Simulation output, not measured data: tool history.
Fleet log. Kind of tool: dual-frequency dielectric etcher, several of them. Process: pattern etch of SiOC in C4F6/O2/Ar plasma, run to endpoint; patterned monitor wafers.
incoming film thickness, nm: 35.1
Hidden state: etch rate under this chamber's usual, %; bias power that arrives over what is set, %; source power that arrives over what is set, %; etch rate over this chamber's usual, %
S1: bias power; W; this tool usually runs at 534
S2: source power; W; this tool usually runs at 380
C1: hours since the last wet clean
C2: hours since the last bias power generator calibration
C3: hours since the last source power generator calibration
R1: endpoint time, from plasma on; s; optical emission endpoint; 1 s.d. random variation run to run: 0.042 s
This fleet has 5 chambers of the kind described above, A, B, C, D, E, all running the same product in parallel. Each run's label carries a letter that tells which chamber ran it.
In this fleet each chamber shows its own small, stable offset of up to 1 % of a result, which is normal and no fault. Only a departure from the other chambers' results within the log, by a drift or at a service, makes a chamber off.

run    day   S1   S2     C1      C2      C3      R1
 1C  0.321  534  380  406.3  1898.4  1573.4  11.698
      0.35  -- chamber B: bias power generator calibrated
 2A    0.7  534  380  105.4    2961  2400.4  11.794
     0.721  -- chamber B: wet clean of the chamber
 3E  1.033  534  380  124.9   489.4  4077.9  11.784
 4D  1.388  534  380  311.7   616.2  1821.1  11.822
 5B  1.575  534  380   20.5    29.5  1894.9  11.687
     1.854  -- chamber D: source power generator calibrated
 6D  1.967  534  380  325.6   630.1     2.7  11.745
 7A  2.154  534  380  140.3  2995.9  2435.3  11.803
 8C  2.462  534  380  457.7  1949.8  1624.8  11.677
 9E   2.75  534  380  166.1   530.6  4119.1  11.748
10B  3.146  534  380   58.2    67.2  1932.6  11.669
11C  3.567  534  380  484.2  1976.3  1651.3  11.631
12A  3.912  534  380  182.5  3038.1  2477.5  11.793
13B  4.217  534  340   83.9    92.9  1958.3  12.236
     4.279  -- chamber C: wet clean of the chamber
14D  4.417  534  340  384.4   688.9    61.5  12.384
15E  4.688  534  340  212.6   577.1  4165.6  12.241
16E  5.038  534  340    221   585.5    4174  12.261
17C  5.275  534  340   23.9  2017.3  1692.3  11.655
18B  5.471  425  380    114     123  1988.4   12.83
19D  5.754  425  380  416.5     721    93.6  12.822
20A  6.138  425  380  235.9  3091.5  2530.9  12.895
21E  6.529  425  380  256.8   621.3  4209.8  12.849
22A  6.808  425  380    252  3107.6    2547  12.852
23C  7.054  534  380   66.6    2060    1735  11.247
24B  7.288  534  380  157.6   166.6    2032  11.757
25D  7.529  534  380  459.1   763.6   136.2  11.816
26C  7.746  447  310   83.2  2076.6  1751.6  12.912
27B  7.979  447  310  174.2   183.2  2048.6  13.463
28D    8.4  447  310    480   784.5   157.1  13.549
29A  8.683  447  310    297  3152.6    2592  13.659
       8.8  -- chamber E: wet clean of the chamber
30E  8.892  447  310    2.3     678  4266.5  13.582
31B  9.088  534  380  200.8   209.8  2075.2  11.818
      9.25  -- chamber D: wet clean of the chamber
32A  9.329  534  380  312.5  3168.1  2607.5  11.821
33C  9.521  534  380  125.8  2119.2  1794.2    11.2
34D  9.858  534  450   14.7   819.5   192.1  11.173

What goes on in this fleet: one chamber off, a drifting gauge, or nothing beyond the chambers' own small offsets? Name the chamber and the cause, if any.

Chamber C came out of a service off from its peers and stayed that way.
What lies behind it: etch rate over this chamber's usual, % = 3.85.

Chamber C could run next with any of the 4 candidate recipes listed below; each alters the usual settings, and their results appear as question marks. Which one brings its results back in line with what the other chambers deliver on the usual settings?
Allowed miss from the other chambers' usual-settings mean, per result, to count as in line: R1 0.15 s
35C-1  10.162  534  330               ?
35C-2  10.162  596  430               ?
35C-3  10.162  568  410               ?
35C-4  10.162  534  300               ?

The other chambers' mean on the usual settings: R1 11.798 s
  run      R1
35C-1  11.828
35C-2  10.273
35C-3  10.652
35C-4  12.256
Change 35C-1 lands the chamber within the allowed miss of the other chambers.
